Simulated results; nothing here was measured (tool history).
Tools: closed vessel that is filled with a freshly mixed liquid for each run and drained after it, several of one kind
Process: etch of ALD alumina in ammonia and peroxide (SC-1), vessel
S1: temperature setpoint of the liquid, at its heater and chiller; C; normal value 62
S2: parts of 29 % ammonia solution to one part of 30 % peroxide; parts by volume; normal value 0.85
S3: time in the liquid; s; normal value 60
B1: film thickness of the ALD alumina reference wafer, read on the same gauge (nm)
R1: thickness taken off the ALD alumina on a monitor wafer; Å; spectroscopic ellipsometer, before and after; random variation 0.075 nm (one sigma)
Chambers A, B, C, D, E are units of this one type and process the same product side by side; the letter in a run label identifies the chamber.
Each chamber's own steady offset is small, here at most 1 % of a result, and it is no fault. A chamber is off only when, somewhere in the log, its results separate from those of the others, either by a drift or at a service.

run 1E hour=4.5 | S1=62 S2=0.85 S3=60 | B1=110.00 | R1=80.319
run 2C hour=11.3 | S1=62 S2=0.85 S3=60 | B1=110.00 | R1=80.666
run 3B hour=17.2 | S1=62 S2=0.85 S3=60 | B1=109.99 | R1=79.707
run 4D hour=24.5 | S1=62 S2=0.85 S3=60 | B1=110.01 | R1=79.118
-- hour=26.1 chamber B: thermometer replaced
run 5A hour=30.5 | S1=62 S2=0.85 S3=60 | B1=110.00 | R1=79.596
-- hour=36.5 chamber C: ammonia flow meter replaced
run 6E hour=37.3 | S1=62 S2=0.85 S3=60 | B1=110.00 | R1=79.148
run 7B hour=44.1 | S1=62 S2=0.85 S3=60 | B1=110.01 | R1=80.224
run 8C hour=49.5 | S1=62 S2=0.85 S3=60 | B1=109.99 | R1=78.285
-- hour=52.7 chamber A: thermometer replaced
run 9A hour=55.1 | S1=62 S2=0.85 S3=60 | B1=110.00 | R1=78.455
-- hour=58.8 chamber A: new drum of ammonia solution connected
run 10D hour=59.2 | S1=62 S2=0.85 S3=60 | B1=109.99 | R1=79.123
run 11A hour=62.9 | S1=62 S2=0.85 S3=60 | B1=109.99 | R1=79.047
run 12D hour=69.2 | S1=62 S2=0.85 S3=60 | B1=110.01 | R1=78.753
run 13E hour=73.3 | S1=62 S2=0.85 S3=60 | B1=110.02 | R1=81.635
run 14B hour=77.6 | S1=62 S2=0.85 S3=60 | B1=109.98 | R1=79.373
run 15C hour=81.4 | S1=62 S2=0.85 S3=60 | B1=110.01 | R1=78.562
run 16D hour=88.2 | S1=62 S2=0.85 S3=60 | B1=110.00 | R1=78.943
run 17A hour=92.3 | S1=62 S2=0.85 S3=60 | B1=109.99 | R1=79.298
run 18B hour=98.5 | S1=62 S2=0.85 S3=60 | B1=110.02 | R1=79.101
-- hour=100.8 chamber B: new drum of ammonia solution connected
run 19C hour=102.2 | S1=62 S2=0.85 S3=60 | B1=110.02 | R1=77.589
run 20E hour=106.6 | S1=62 S2=0.85 S3=60 | B1=110.00 | R1=80.773
run 21B hour=113.2 | S1=62 S2=0.85 S3=60 | B1=110.00 | R1=80.963
run 22A hour=120.1 | S1=62 S2=0.85 S3=60 | B1=109.99 | R1=80.715
run 23D hour=126.7 | S1=62 S2=0.85 S3=60 | B1=110.00 | R1=79.372
run 24E hour=131.1 | S1=62 S2=0.85 S3=60 | B1=110.00 | R1=78.920
run 25C hour=134.6 | S1=62 S2=0.85 S3=60 | B1=110.01 | R1=76.172
run 26D hour=138.6 | S1=62 S2=0.85 S3=60 | B1=110.00 | R1=79.083
run 27B hour=143.2 | S1=62 S2=0.85 S3=60 | B1=110.01 | R1=79.893
run 28C hour=146.8 | S1=62 S2=0.85 S3=60 | B1=110.00 | R1=76.363
run 29A hour=150.9 | S1=62 S2=0.85 S3=60 | B1=109.99 | R1=79.927
run 30E hour=156.1 | S1=62 S2=0.85 S3=60 | B1=110.02 | R1=80.146
run 31A hour=161.1 | S1=62 S2=0.85 S3=60 | B1=110.00 | R1=78.787
-- hour=161.2 chamber E: new drum of ammonia solution connected
run 32D hour=166.0 | S1=62 S2=0.85 S3=60 | B1=109.99 | R1=79.744
run 33C hour=171.4 | S1=62 S2=0.85 S3=60 | B1=110.02 | R1=76.284
run 34E hour=178.2 | S1=62 S2=0.85 S3=60 | B1=110.01 | R1=79.903
run 35B hour=184.5 | S1=62 S2=0.85 S3=60 | B1=110.00 | R1=80.128

Read the log: is a single chamber off, either drifting away or since a service, is the gauge that measures every chamber drifting, or is nothing wrong beyond small per-chamber offsets? Name any odd chamber and what most likely caused it.

It is chamber C that slowly wanders off from its peers.
What lies behind it: liquid colder than its thermometer reads (K) = 1.65.

Below are 4 candidate recipes for chamber C's next run, each the usual settings with a change, their results shown as question marks. Which of them brings C's results back in line with what the other chambers give on the usual settings?
Allowed miss from the other chambers' usual-settings mean, per result, to count as in line: R1 2.600 Å
run 36C-1 hour=189.8 | S1=61.0 S2=0.85 S3=55 | R1=?
run 36C-2 hour=189.8 | S1=62.0 S2=0.85 S3=55 | R1=?
run 36C-3 hour=189.8 | S1=63.5 S2=0.85 S3=65 | R1=?
run 36C-4 hour=189.8 | S1=62.0 S2=0.85 S3=65 | R1=?

On the usual settings, the other chambers give on average: R1 79.825 Å
run=36C-1 R1=64.557
run=36C-2 R1=67.959
run=36C-3 R1=86.647
run=36C-4 R1=80.315
36C-4 brings the chamber back in line.
